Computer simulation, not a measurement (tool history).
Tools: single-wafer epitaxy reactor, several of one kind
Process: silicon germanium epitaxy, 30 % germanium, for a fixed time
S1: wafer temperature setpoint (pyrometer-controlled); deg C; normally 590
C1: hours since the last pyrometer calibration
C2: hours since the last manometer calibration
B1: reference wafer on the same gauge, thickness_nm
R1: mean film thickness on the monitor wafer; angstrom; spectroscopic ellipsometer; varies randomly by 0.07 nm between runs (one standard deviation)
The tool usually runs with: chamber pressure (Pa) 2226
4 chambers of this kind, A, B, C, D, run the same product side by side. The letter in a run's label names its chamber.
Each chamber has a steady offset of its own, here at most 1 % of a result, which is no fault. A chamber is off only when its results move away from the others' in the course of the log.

run 1A hour=8.9 | S1=590 chamber_pressure_(Pa)=2226 | C1=1274.5 C2=994.4 | B1=51.794 | R1=451.17
run 2C hour=19.9 | S1=590 chamber_pressure_(Pa)=2226 | C1=222.5 C2=1491.2 | B1=51.815 | R1=459.45
run 3D hour=28.1 | S1=590 chamber_pressure_(Pa)=2226 | C1=163.6 C2=859.1 | B1=51.826 | R1=454.43
run 4B hour=38.6 | S1=590 chamber_pressure_(Pa)=2226 | C1=1311.5 C2=662.7 | B1=51.841 | R1=459.81
run 5A hour=50.1 | S1=590 chamber_pressure_(Pa)=2226 | C1=1315.7 C2=1035.6 | B1=51.821 | R1=452.87
run 6C hour=60.3 | S1=590 chamber_pressure_(Pa)=2226 | C1=262.9 C2=1531.6 | B1=51.853 | R1=460.48
run 7B hour=68.2 | S1=582 chamber_pressure_(Pa)=1853 | C1=1341.1 C2=692.3 | B1=51.852 | R1=367.63
run 8D hour=75.6 | S1=582 chamber_pressure_(Pa)=1853 | C1=211.1 C2=906.6 | B1=51.871 | R1=363.69
run 9D hour=86.8 | S1=582 chamber_pressure_(Pa)=1853 | C1=222.3 C2=917.8 | B1=51.859 | R1=363.05
run 10C hour=92.9 | S1=582 chamber_pressure_(Pa)=1853 | C1=295.5 C2=1564.2 | B1=51.888 | R1=367.67
run 11B hour=99.3 | S1=590 chamber_pressure_(Pa)=2226 | C1=1372.2 C2=723.4 | B1=51.885 | R1=457.72
run 12A hour=107.6 | S1=590 chamber_pressure_(Pa)=2226 | C1=1373.2 C2=1093.1 | B1=51.906 | R1=452.34
run 13D hour=117.5 | S1=590 chamber_pressure_(Pa)=2226 | C1=253 C2=948.5 | B1=51.896 | R1=455.83
run 14C hour=126.1 | S1=590 chamber_pressure_(Pa)=2226 | C1=328.7 C2=1597.4 | B1=51.92 | R1=460.51
run 15A hour=138 | S1=590 chamber_pressure_(Pa)=2226 | C1=1403.6 C2=1123.5 | B1=51.902 | R1=453.73
run 16B hour=146.9 | S1=597 chamber_pressure_(Pa)=2226 | C1=1419.8 C2=771 | B1=51.919 | R1=524.2
run 17B hour=154.5 | S1=597 chamber_pressure_(Pa)=2226 | C1=1427.4 C2=778.6 | B1=51.919 | R1=524.22
run 18C hour=161.8 | S1=597 chamber_pressure_(Pa)=2226 | C1=364.4 C2=1633.1 | B1=51.942 | R1=526.76
run 19D hour=172.5 | S1=597 chamber_pressure_(Pa)=2226 | C1=308 C2=1003.5 | B1=51.952 | R1=521.17
run 20A hour=180.3 | S1=590 chamber_pressure_(Pa)=2226 | C1=1445.9 C2=1165.8 | B1=51.95 | R1=452.34
run 21C hour=192.7 | S1=590 chamber_pressure_(Pa)=2226 | C1=395.3 C2=1664 | B1=51.948 | R1=461.66
run 22A hour=202.9 | S1=590 chamber_pressure_(Pa)=2226 | C1=1468.5 C2=1188.4 | B1=51.979 | R1=453.74
run 23D hour=215.9 | S1=590 chamber_pressure_(Pa)=2226 | C1=351.4 C2=1046.9 | B1=51.976 | R1=456.41
run 24B hour=229.4 | S1=590 chamber_pressure_(Pa)=2066 | C1=1502.3 C2=853.5 | B1=51.994 | R1=447.07
run 25A hour=242.7 | S1=590 chamber_pressure_(Pa)=2066 | C1=1508.3 C2=1228.2 | B1=51.982 | R1=440.21
run 26D hour=250 | S1=590 chamber_pressure_(Pa)=2066 | C1=385.5 C2=1081 | B1=51.99 | R1=443.46
run 27B hour=258 | S1=590 chamber_pressure_(Pa)=2066 | C1=1530.9 C2=882.1 | B1=51.994 | R1=446.32
-- hour=264.5 chamber C: capacitance manometer re-zeroed and calibrated
run 28C hour=270.9 | S1=590 chamber_pressure_(Pa)=2226 | C1=473.5 C2=6.4 | B1=52.002 | R1=460.93
run 29A hour=277.8 | S1=590 chamber_pressure_(Pa)=2226 | C1=1543.4 C2=1263.3 | B1=52.03 | R1=453.05
run 30C hour=284.3 | S1=590 chamber_pressure_(Pa)=2226 | C1=486.9 C2=19.8 | B1=52.035 | R1=461.34
run 31D hour=291.6 | S1=590 chamber_pressure_(Pa)=2226 | C1=427.1 C2=1122.6 | B1=52.031 | R1=456.69
run 32B hour=302 | S1=590 chamber_pressure_(Pa)=2226 | C1=1574.9 C2=926.1 | B1=52.048 | R1=461.66
run 33A hour=311.8 | S1=590 chamber_pressure_(Pa)=2226 | C1=1577.4 C2=1297.3 | B1=52.038 | R1=454.08
-- hour=317.8 chamber A: pyrometer calibrated
run 34B hour=325.5 | S1=582 chamber_pressure_(Pa)=2760 | C1=1598.4 C2=949.6 | B1=52.073 | R1=430.18
run 35C hour=338.6 | S1=582 chamber_pressure_(Pa)=2760 | C1=541.2 C2=74.1 | B1=52.08 | R1=431.34
run 36D hour=349.1 | S1=582 chamber_pressure_(Pa)=2760 | C1=484.6 C2=1180.1 | B1=52.07 | R1=427
run 37A hour=358.6 | S1=582 chamber_pressure_(Pa)=2760 | C1=40.8 C2=1344.1 | B1=52.092 | R1=427.69
run 38C hour=367.5 | S1=590 chamber_pressure_(Pa)=2226 | C1=570.1 C2=103 | B1=52.111 | R1=462.12
run 39B hour=378.9 | S1=590 chamber_pressure_(Pa)=2226 | C1=1651.8 C2=1003 | B1=52.098 | R1=461.72
run 40D hour=390.8 | S1=590 chamber_pressure_(Pa)=2226 | C1=526.3 C2=1221.8 | B1=52.115 | R1=457.72
run 41A hour=398 | S1=590 chamber_pressure_(Pa)=2226 | C1=80.2 C2=1383.5 | B1=52.129 | R1=455.84

Decide between three cases: one chamber stands off from its peers, the gauge reading all wafers drifts, or nothing is wrong past each chamber's small offset. Where a chamber is off, say which and what most likely put it there.

No chamber is off; the gauge reading every chamber's wafers drifts, which makes the whole fleet appear to move together.
Most likely cause: gauge reads high (%) = 0.631.

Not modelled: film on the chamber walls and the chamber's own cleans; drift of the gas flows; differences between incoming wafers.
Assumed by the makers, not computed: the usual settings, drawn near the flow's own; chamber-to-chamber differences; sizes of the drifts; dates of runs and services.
